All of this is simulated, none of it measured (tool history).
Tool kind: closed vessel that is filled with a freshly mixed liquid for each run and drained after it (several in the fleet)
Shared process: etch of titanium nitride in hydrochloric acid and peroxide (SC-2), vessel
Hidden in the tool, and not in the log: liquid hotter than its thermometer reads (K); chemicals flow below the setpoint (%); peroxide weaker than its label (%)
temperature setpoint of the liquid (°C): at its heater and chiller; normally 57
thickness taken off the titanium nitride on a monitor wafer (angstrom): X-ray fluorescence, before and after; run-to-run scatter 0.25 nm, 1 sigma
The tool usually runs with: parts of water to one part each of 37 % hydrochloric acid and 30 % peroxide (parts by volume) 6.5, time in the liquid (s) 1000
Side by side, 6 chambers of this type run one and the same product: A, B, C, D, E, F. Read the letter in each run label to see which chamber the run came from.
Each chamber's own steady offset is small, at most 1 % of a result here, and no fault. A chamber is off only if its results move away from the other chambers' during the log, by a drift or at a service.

run	hour	temperature setpoint of the liquid (°C)	parts of water to one part each of 37 % hydrochloric acid and 30 % peroxide (parts by volume)	time in the liquid (s)	hours since the thermometer was replaced	hours since the chemicals flow meter was replaced	hours since the drum of peroxide was connected	read-back film thickness of the titanium nitride reference wafer, read on the same gauge (nm)	thickness taken off the titanium nitride on a monitor wafer (angstrom)
1F	4.2	57	6.5	1000	460.5	724.8	83.8	99.989	381.89
2D	9	57	6.5	1000	1660.2	330.1	781.7	99.997	375.64
3C	11.9	57	6.5	1000	255.3	1951.5	969.7	99.995	373.14
4E	17.5	57	6.5	1000	1496	279.9	113.5	100.01	376.23
5A	22.1	57	7.5	1000	438.4	31	158.4	100.02	340.47
6B	26.1	57	7.5	1000	1821.3	723.6	361	100	337.92
7E	31.8	57	7.5	1000	1510.3	294.2	127.8	100.01	338.6
8B	36.7	57	7.5	1000	1831.9	734.2	371.6	100.02	340.07
9A	41.6	57	7.5	1000	457.9	50.5	177.9	99.993	346.49
10D	47.2	57	7.5	1000	1698.4	368.3	819.9	100.05	331.51
11C	51.9	57	6.5	1000	295.3	1991.5	1009.7	100.03	378.7
12F	57.2	57	6.5	1000	513.5	777.8	136.8	100.01	377.34
13B	63.3	57	6.5	1000	1858.5	760.8	398.2	99.997	378.38
14C	69.4	57	6.5	1000	312.8	2009	1027.2	99.958	374.47
15F	73.7	57	6.5	1000	530	794.3	153.3	99.973	376.09
16D	77.3	51.5	6.5	1000	1728.5	398.4	850	100.03	266.8
17E	80.8	51.5	6.5	1000	1559.3	343.2	176.8	99.996	263.84
18A	83.7	51.5	6.5	1000	500	92.6	220	100.05	267.97
19F	88.8	51.5	6.5	1000	545.1	809.4	168.4	100.01	267.03
20B	93	51.5	6.5	1000	1888.2	790.5	427.9	99.998	265.18
21C	95.9	51.5	6.5	1000	339.3	2035.5	1053.7	100.01	262.89
22A	98.6	57	6.5	1000	514.9	107.5	234.9	100	382.5
23E	104.6	57	6.5	1000	1583.1	367	200.6	100.01	380.39
24D	107.8	57	6.5	1000	1759	428.9	880.5	99.998	391.33
25C	113.3	57	8	615	356.7	2052.9	1071.1	99.976	193.73
26E	118.2	57	8	615	1596.7	380.6	214.2	100	197.99
27A	121.8	57	8	615	538.1	130.7	258.1	100.05	201.62
28B	126	57	8	615	1921.2	823.5	460.9	100.01	201.11
29D	128.9	57	8	615	1780.1	450	901.6	99.969	205.64
30F	132.1	57	8	615	588.4	852.7	211.7	99.998	198.26
31B	135.1	57	6.5	1000	1930.3	832.6	470	100	382.25
32F	139.7	57	6.5	1000	596	860.3	219.3	99.979	382.05
33C	145.1	57	6.5	1000	388.5	2084.7	1102.9	100.01	373.88
34E	150.6	57	6.5	1000	1629.1	413	246.6	100.01	380.01
35A	156.2	52	6.5	810	572.5	165.1	292.5	99.994	224.64
36D	160.7	52	6.5	810	1811.9	481.8	933.4	99.998	236.18
37D	163.7	52	6.5	810	1814.9	484.8	936.4	100.01	234.9
38C	166.7	52	6.5	810	410.1	2106.3	1124.5	100	218.65

Each of the 6 chambers runs these same settings next. Fill in every chamber's results:
39A	171.1	57	8	1000					?
39B	171.1	57	8	1000					?
39C	171.1	57	8	1000					?
39D	171.1	57	8	1000					?
39E	171.1	57	8	1000					?
39F	171.1	57	8	1000					?

run	thickness taken off the titanium nitride on a monitor wafer (angstrom)
39A	327.54
39B	323.77
39C	318.6
39D	348.3
39E	318.47
39F	320.4

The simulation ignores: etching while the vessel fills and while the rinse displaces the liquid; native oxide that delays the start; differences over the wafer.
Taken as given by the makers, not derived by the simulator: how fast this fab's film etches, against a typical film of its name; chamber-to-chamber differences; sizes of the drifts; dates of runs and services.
